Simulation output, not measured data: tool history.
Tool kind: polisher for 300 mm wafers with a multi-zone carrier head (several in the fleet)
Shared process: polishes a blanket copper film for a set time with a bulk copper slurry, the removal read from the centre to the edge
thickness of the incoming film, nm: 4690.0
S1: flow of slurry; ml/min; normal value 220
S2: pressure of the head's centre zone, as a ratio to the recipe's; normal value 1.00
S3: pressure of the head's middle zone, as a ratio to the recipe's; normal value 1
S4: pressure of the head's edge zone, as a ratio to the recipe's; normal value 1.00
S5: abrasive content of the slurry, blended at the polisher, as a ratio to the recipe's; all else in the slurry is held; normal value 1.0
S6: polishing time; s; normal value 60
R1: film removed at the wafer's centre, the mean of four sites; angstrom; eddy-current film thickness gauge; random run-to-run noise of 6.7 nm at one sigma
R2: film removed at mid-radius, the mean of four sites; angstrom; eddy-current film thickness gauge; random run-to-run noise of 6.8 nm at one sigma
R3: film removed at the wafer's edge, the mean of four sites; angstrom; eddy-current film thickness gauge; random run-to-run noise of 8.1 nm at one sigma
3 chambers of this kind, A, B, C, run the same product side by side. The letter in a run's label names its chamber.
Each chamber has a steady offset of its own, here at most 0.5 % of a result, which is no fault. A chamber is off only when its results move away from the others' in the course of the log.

run     day   S1    S2  S3    S4   S5  S6      R1      R2      R3
      0.058  -- chamber C: edge zone pressure recalibrated
 1C   0.317  220  1.00   1  1.00  1.0  60  6420.3  6347.9  6396.7
      0.571  -- chamber A: edge zone pressure recalibrated
 2B   0.683  220  1.00   1  1.00  1.0  60  6336.3  6389.3  6440.6
 3A   1.371  220  1.00   1  1.00  1.0  60  6351.5  6353.6  6473.9
 4B   2.017  220  1.00   1  1.00  1.0  60  6447.4  6346.1  6583.1
 5A   2.362  220  1.00   1  1.00  1.0  60  6346.4  6407.6  6436.8
      2.767  -- chamber C: centre zone pressure recalibrated
      2.975  -- chamber C: worn pad replaced by a new one
      3.038  -- chamber B: slurry nozzle cleaned
 6C   3.042  220  1.00   1  1.00  1.0  60  6445.9  6280.2  6305.7
 7A   3.388  220  1.00   1  1.00  1.0  60  6523.1  6472.0  6260.2
 8C   3.867  220  0.94   1  1.00  1.0  60  6087.8  6282.8  6494.3
      4.338  -- chamber A: worn pad replaced by a new one
      4.392  -- chamber B: worn pad replaced by a new one
 9B   4.400  220  0.94   1  1.00  1.0  60  5934.4  6410.3  6413.8
10B   4.983  220  0.94   1  1.00  1.0  60  5964.0  6428.2  6404.6
11C   5.333  220  1.00   1  1.00  1.0  60  6229.8  6360.8  6323.5
12A   5.958  220  1.00   1  1.00  1.0  60  6363.6  6450.9  6401.7
13A   6.438  220  1.00   1  1.00  1.0  60  6332.4  6276.9  6446.2
14C   6.758  220  1.00   1  1.00  1.0  60  6326.9  6360.5  6236.5
15B   7.271  220  1.00   1  1.00  1.0  60  6433.8  6551.2  6363.8
      7.325  -- chamber A: slurry nozzle cleaned
16B   7.604  220  1.00   1  1.00  1.0  60  6460.5  6403.4  6292.7
17A   8.121  220  1.00   1  1.00  1.0  60  6374.3  6448.1  6515.8
18C   8.488  220  1.00   1  1.00  1.0  60  6211.0  6244.8  6292.7
19A   8.929  220  1.00   1  1.00  1.0  60  6451.8  6418.3  6445.6
20C   9.225  220  1.00   1  1.00  1.0  60  6223.3  6264.5  6205.5
      9.238  -- chamber A: worn pad replaced by a new one
      9.421  -- chamber C: worn pad replaced by a new one
21B   9.875  220  1.00   1  1.00  1.0  60  6376.7  6374.5  6538.1
22A  10.408  220  1.00   1  1.00  1.0  60  6298.9  6344.6  6212.7
23B  10.908  220  1.00   1  1.00  1.0  60  6438.9  6557.0  6534.1
24C  11.321  220  1.00   1  1.00  1.0  60  6152.9  6187.5  6051.0
     11.508  -- chamber B: worn pad replaced by a new one
25B  11.988  220  1.00   1  1.00  1.0  60  6307.3  6430.3  6399.4
26A  12.292  220  1.00   1  1.00  1.0  60  6469.3  6275.8  6454.1
     12.808  -- chamber B: centre zone pressure recalibrated
27C  12.904  220  1.00   1  1.00  1.0  60  5995.2  6185.1  6185.4
28C  13.217  220  1.00   1  1.00  1.0  60  6133.4  6119.0  6123.9
29B  13.808  220  1.08   1  1.00  1.0  60  7029.7  6396.1  6335.9
     14.062  -- chamber A: worn pad replaced by a new one
30A  14.204  220  1.08   1  1.00  1.0  60  7082.8  6402.6  6352.8
31A  14.546  220  1.08   1  1.00  1.0  60  6927.6  6402.1  6392.4
32C  14.971  220  1.00   1  1.00  1.0  60  6017.7  6195.3  6178.5
33B  15.650  220  1.00   1  1.00  1.3  60  6726.5  6809.6  6729.2
34A  16.117  220  1.00   1  1.00  1.3  60  6703.1  6654.0  6752.0
35C  16.442  220  1.00   1  1.00  1.3  60  6298.2  6474.9  6434.3
     16.508  -- chamber C: worn pad replaced by a new one
36B  16.754  220  1.00   1  1.00  1.0  60  6425.2  6368.8  6422.1
37C  17.304  220  1.00   1  1.00  1.0  60  5812.5  5830.1  6011.2
38A  17.788  220  1.00   1  1.09  1.0  60  6286.8  6508.9  6754.5

Decide between three cases: one chamber stands off from its peers, the gauge reading all wafers drifts, or nothing is wrong past each chamber's small offset. Where a chamber is off, say which and what most likely put it there.

It is chamber C that slowly wanders off from its peers.
Cause: slurry flow missing at the pad, % = 38.8.

Which of the 4 candidates below, each the usual settings with something changed and its results left as question marks, puts chamber C back in line with what the other chambers give on the usual settings?
Maximum distance from the other chambers' mean on the usual settings for a result to count as in line: R1 230.0 angstrom; R2 240.0 angstrom; R3 280.0 angstrom
39C-1  18.283  225  1.02  1.01  0.99  1.0  64   ?   ?   ?
39C-2  18.283  215  0.98  0.99  1.01  1.0  56   ?   ?   ?
39C-3  18.283  210  0.97  0.98  1.02  1.0  54   ?   ?   ?
39C-4  18.283  230  1.03  1.02  0.98  1.0  67   ?   ?   ?

What the other chambers average on the usual settings: R1 6375.0 angstrom; R2 6402.0 angstrom; R3 6389.2 angstrom
  run      R1      R2      R3
39C-1  6401.5  6351.6  6403.3
39C-2  5300.7  5404.9  5626.1
39C-3  5024.2  5137.1  5435.0
39C-4  6808.8  6740.1  6688.0
With 39C-1, the chamber falls back in line with the rest.
